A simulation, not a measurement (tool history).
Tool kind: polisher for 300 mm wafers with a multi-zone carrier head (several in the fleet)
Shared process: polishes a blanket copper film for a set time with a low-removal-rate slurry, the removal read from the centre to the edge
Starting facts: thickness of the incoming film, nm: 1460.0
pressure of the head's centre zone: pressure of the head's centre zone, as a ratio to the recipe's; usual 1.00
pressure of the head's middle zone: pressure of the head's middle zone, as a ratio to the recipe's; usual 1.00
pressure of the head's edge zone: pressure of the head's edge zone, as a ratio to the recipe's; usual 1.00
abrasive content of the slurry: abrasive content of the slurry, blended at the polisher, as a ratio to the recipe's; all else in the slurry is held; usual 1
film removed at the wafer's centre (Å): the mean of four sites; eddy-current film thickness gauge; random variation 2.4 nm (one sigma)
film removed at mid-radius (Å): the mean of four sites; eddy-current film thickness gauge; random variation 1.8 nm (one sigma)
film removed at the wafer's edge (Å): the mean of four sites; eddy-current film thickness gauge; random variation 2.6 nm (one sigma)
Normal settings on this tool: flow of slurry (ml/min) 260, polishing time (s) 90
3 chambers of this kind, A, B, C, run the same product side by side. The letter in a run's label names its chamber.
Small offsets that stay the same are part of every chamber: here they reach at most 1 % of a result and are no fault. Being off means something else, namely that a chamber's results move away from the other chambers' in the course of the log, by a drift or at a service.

run	hour	flow of slurry (ml/min)	pressure of the head's centre zone	pressure of the head's middle zone	pressure of the head's edge zone	abrasive content of the slurry	polishing time (s)	film removed at the wafer's centre (Å)	film removed at mid-radius (Å)	film removed at the wafer's edge (Å)
# hour 1.5: chamber B: worn pad replaced by a new one
1B	6.9	260	1.00	1.00	1.00	1	90	2217.7	2209.5	2184.0
2A	10.5	260	1.00	1.00	1.00	1	90	2198.0	2203.8	2221.7
3C	15.9	260	1.00	1.00	1.00	1	90	2228.3	2199.7	2210.3
4A	20.5	260	1.00	1.00	1.00	1	90	2169.2	2231.4	2210.3
# hour 26.3: chamber A: worn pad replaced by a new one
5B	27.8	260	1.00	1.00	1.00	1	90	2174.6	2186.4	2238.8
6C	32.8	260	1.00	1.00	1.00	1	90	2197.4	2205.4	2172.7
7A	39.6	260	1.00	1.00	1.00	1	90	2192.5	2163.9	2209.6
# hour 42.4: chamber C: slurry nozzle cleaned
8B	44.3	260	1.00	1.00	1.00	1	90	2202.2	2229.1	2149.6
9C	51.1	260	1.00	1.00	1.00	1	90	2170.3	2191.9	2202.6
10A	57.6	260	1.00	1.00	1.00	1	90	2193.5	2175.3	2219.5
11C	64.0	260	1.00	1.00	1.00	1	90	2178.9	2197.1	2181.3
12B	70.7	260	1.00	1.00	1.00	1	90	2237.6	2185.3	2220.3
# hour 73.2: chamber A: worn pad replaced by a new one
# hour 73.7: chamber C: worn pad replaced by a new one
13C	78.5	260	1.00	1.00	1.00	1	90	2236.6	2211.9	2195.7
14A	84.5	260	1.00	1.00	1.00	1	90	2186.6	2186.5	2217.0
15B	90.5	260	1.00	1.00	1.00	1	90	2251.9	2187.1	2138.1
# hour 95.3: chamber C: centre zone pressure recalibrated
16C	95.4	260	1.00	1.00	1.00	1	90	2156.5	2189.6	2176.6
17B	103.2	260	0.92	1.00	0.89	1	90	2045.9	2184.1	2061.8
18A	108.8	260	0.92	1.00	0.89	1	90	1989.1	2171.4	2062.5
# hour 110.5: chamber B: worn pad replaced by a new one
19C	115.1	260	0.92	1.00	0.89	1	90	2006.2	2193.4	2050.3
20B	120.5	260	1.00	1.00	1.00	1	90	2250.2	2200.3	2236.0
# hour 125.4: chamber A: worn pad replaced by a new one
21A	126.2	260	1.00	1.00	1.00	1	90	2187.3	2220.0	2195.3
22C	131.4	260	1.00	1.00	1.00	1	90	2224.2	2230.0	2164.3
23B	137.2	260	1.00	1.00	1.00	1	90	2272.1	2216.6	2180.2
24A	144.5	260	1.00	1.00	1.00	1	90	2211.0	2189.9	2240.2
# hour 148.9: chamber A: centre zone pressure recalibrated
25C	152.0	260	1.00	1.09	1.00	1	90	2194.7	2390.1	2182.8
26B	156.5	260	1.00	1.09	1.00	1	90	2284.9	2385.0	2154.1
27A	161.0	260	1.00	1.09	1.00	1	90	2196.4	2400.3	2190.9
# hour 163.8: chamber C: edge zone pressure recalibrated
28B	166.1	260	1.00	1.00	1.00	1	90	2314.1	2169.9	2212.6
# hour 167.9: chamber A: worn pad replaced by a new one
29C	172.1	260	0.94	1.11	1.00	1	90	2076.6	2424.2	2177.5
30A	176.0	260	0.94	1.11	1.00	1	90	2064.2	2405.6	2254.0
31B	180.8	260	0.94	1.11	1.00	1	90	2133.9	2438.3	2233.3
# hour 186.3: chamber C: worn pad replaced by a new one
32A	187.8	260	1.00	1.00	1.00	1	90	2164.4	2206.4	2239.8
33C	192.6	260	1.00	1.00	1.00	1	90	2217.9	2185.2	2183.4
34C	198.3	260	1.00	1.00	1.00	1	90	2150.5	2201.2	2205.2
35A	201.9	260	1.00	1.00	1.00	1	90	2155.6	2194.3	2210.7
36B	209.1	260	1.00	1.00	1.00	1	90	2311.9	2192.1	2188.0
# hour 212.6: chamber B: worn pad replaced by a new one
37B	212.7	260	1.00	1.00	1.00	1	90	2373.3	2231.1	2226.9
# hour 214.6: chamber A: worn pad replaced by a new one
38A	216.1	260	1.00	1.00	1.00	1	90	2168.5	2222.1	2207.3
# hour 222.0: chamber A: slurry nozzle cleaned
39C	223.3	260	1.00	1.00	1.00	1	90	2186.4	2206.8	2237.9
40C	227.2	260	1.00	1.00	1.00	1	90	2168.7	2199.2	2204.8
41A	231.2	260	1.00	1.00	1.00	1	90	2194.9	2233.8	2189.6
42B	235.5	260	1.00	1.00	1.00	1	90	2331.2	2184.1	2187.8
43B	239.5	260	1.00	1.00	1.00	1	90	2371.0	2182.3	2164.9
44C	244.9	260	1.00	1.00	1.00	1	90	2208.1	2204.3	2140.4

Does one chamber stand apart from the rest, does the shared gauge drift, or is all well apart from small per-chamber offsets? Give the chamber and the most likely cause, where there is one.

One chamber, B, drifts off from the rest bit by bit.
Cause: centre zone's pressure above its setpoint, % = 6.09.

Chamber B could run next with any of the 4 candidate recipes listed below; each alters the usual settings, and their results appear as question marks. Which one brings its results back in line with what the other chambers deliver on the usual settings?
To be in line, a result may differ from the other chambers' mean on the usual settings by at most: film removed at the wafer's centre (Å) 84.0; film removed at mid-radius (Å) 61.0; film removed at the wafer's edge (Å) 91.0
45B-1	250.6	270	1.11	0.98	0.96	1	91	?	?	?
45B-2	250.6	265	1.06	0.99	0.98	1	91	?	?	?
45B-3	250.6	250	0.89	1.02	1.04	1	89	?	?	?
45B-4	250.6	255	0.94	1.01	1.02	1	89	?	?	?

What the other chambers average on the usual settings: film removed at the wafer's centre (Å) 2200.5; film removed at mid-radius (Å) 2205.6; film removed at the wafer's edge (Å) 2205.5
run	film removed at the wafer's centre (Å)	film removed at mid-radius (Å)	film removed at the wafer's edge (Å)
45B-1	2712.9	2196.6	2190.6
45B-2	2573.5	2213.5	2210.3
45B-3	2058.5	2213.1	2218.3
45B-4	2193.5	2197.4	2199.7
With 45B-4, the chamber falls back in line with the rest.
